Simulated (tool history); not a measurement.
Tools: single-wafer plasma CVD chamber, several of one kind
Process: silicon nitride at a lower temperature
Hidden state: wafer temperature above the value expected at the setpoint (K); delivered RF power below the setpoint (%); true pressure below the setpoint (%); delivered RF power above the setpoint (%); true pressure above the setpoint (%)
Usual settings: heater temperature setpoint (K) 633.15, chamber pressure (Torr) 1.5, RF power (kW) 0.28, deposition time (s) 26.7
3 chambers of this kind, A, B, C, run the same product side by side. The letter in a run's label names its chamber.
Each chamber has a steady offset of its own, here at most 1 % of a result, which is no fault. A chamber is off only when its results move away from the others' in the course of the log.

run	hour	heater temperature setpoint (K)	chamber pressure (Torr)	RF power (kW)	deposition time (s)	hours since the last thermocouple change	hours since the last RF generator calibration	hours since the last manometer calibration	read-back reference wafer on the same gauge, thickness_nm	mean film thickness on the monitor wafer (angstrom)
1C	3.9	633.15	1.5	0.28	26.7	690.4	789.3	867.6	26.716	292.49
2B	6.1	633.15	1.5	0.28	26.7	142.5	346.2	1104	26.696	294.38
3A	8.5	633.15	1.5	0.28	26.7	1081.4	278.7	606	26.707	290.06
4B	10.6	633.15	1.5	0.28	26.7	147	350.7	1108.5	26.713	295.72
5C	14.4	633.15	1.5	0.28	26.7	700.9	799.8	878.1	26.707	293.66
6A	17.1	633.15	1.5	0.28	26.7	1090	287.3	614.6	26.717	293.93
7C	19.9	633.15	1.5	0.28	26.7	706.4	805.3	883.6	26.695	295.52
8B	22.5	633.15	1.5	0.28	26.7	158.9	362.6	1120.4	26.685	293.59
9A	26.8	633.15	1.5	0.28	26.7	1099.7	297	624.3	26.684	293.29
10B	31.2	633.15	1.5	0.28	26.7	167.6	371.3	1129.1	26.721	295.09
11C	33.9	633.15	1.5	0.28	26.7	720.4	819.3	897.6	26.72	296.19
12A	37.4	633.15	1.5	0.28	26.7	1110.3	307.6	634.9	26.731	290.03
13A	41.8	633.15	1.5	0.28	26.7	1114.7	312	639.3	26.685	289.63
14C	46	633.15	1.5	0.28	26.7	732.5	831.4	909.7	26.714	293.59
15B	48.5	633.15	1.5	0.28	26.7	184.9	388.6	1146.4	26.671	293.65
16B	51.3	633.15	1.5	0.28	26.7	187.7	391.4	1149.2	26.728	297.22
17C	55	633.15	1.5	0.28	26.7	741.5	840.4	918.7	26.724	293.65
18A	58.9	633.15	1.5	0.28	26.7	1131.8	329.1	656.4	26.707	286.52
19A	63.1	633.15	1.5	0.28	26.7	1136	333.3	660.6	26.709	284.3
20C	66	633.15	1.5	0.28	26.7	752.5	851.4	929.7	26.727	293.65
21B	68.8	633.15	1.5	0.28	26.7	205.2	408.9	1166.7	26.728	295.36
22C	72.5	633.15	1.5	0.325	26.7	759	857.9	936.2	26.709	324.58
23B	76.8	633.15	1.5	0.325	26.7	213.2	416.9	1174.7	26.654	326
24A	81	633.15	1.5	0.325	26.7	1153.9	351.2	678.5	26.703	314.79
25B	83.7	633.15	1.5	0.28	26.7	220.1	423.8	1181.6	26.697	294.32
26C	88	633.15	1.5	0.28	26.7	774.5	873.4	951.7	26.709	293.48
27A	90.9	633.15	1.5	0.28	22.7	1163.8	361.1	688.4	26.711	238.05

Next, every chamber runs the same settings. What will each give?
28A	94.2	633.15	1.5	0.28	28.9					?
28B	94.2	633.15	1.5	0.28	28.9					?
28C	94.2	633.15	1.5	0.28	28.9					?

run	mean film thickness on the monitor wafer (angstrom)
28A	306.39
28B	319.41
28C	319.67
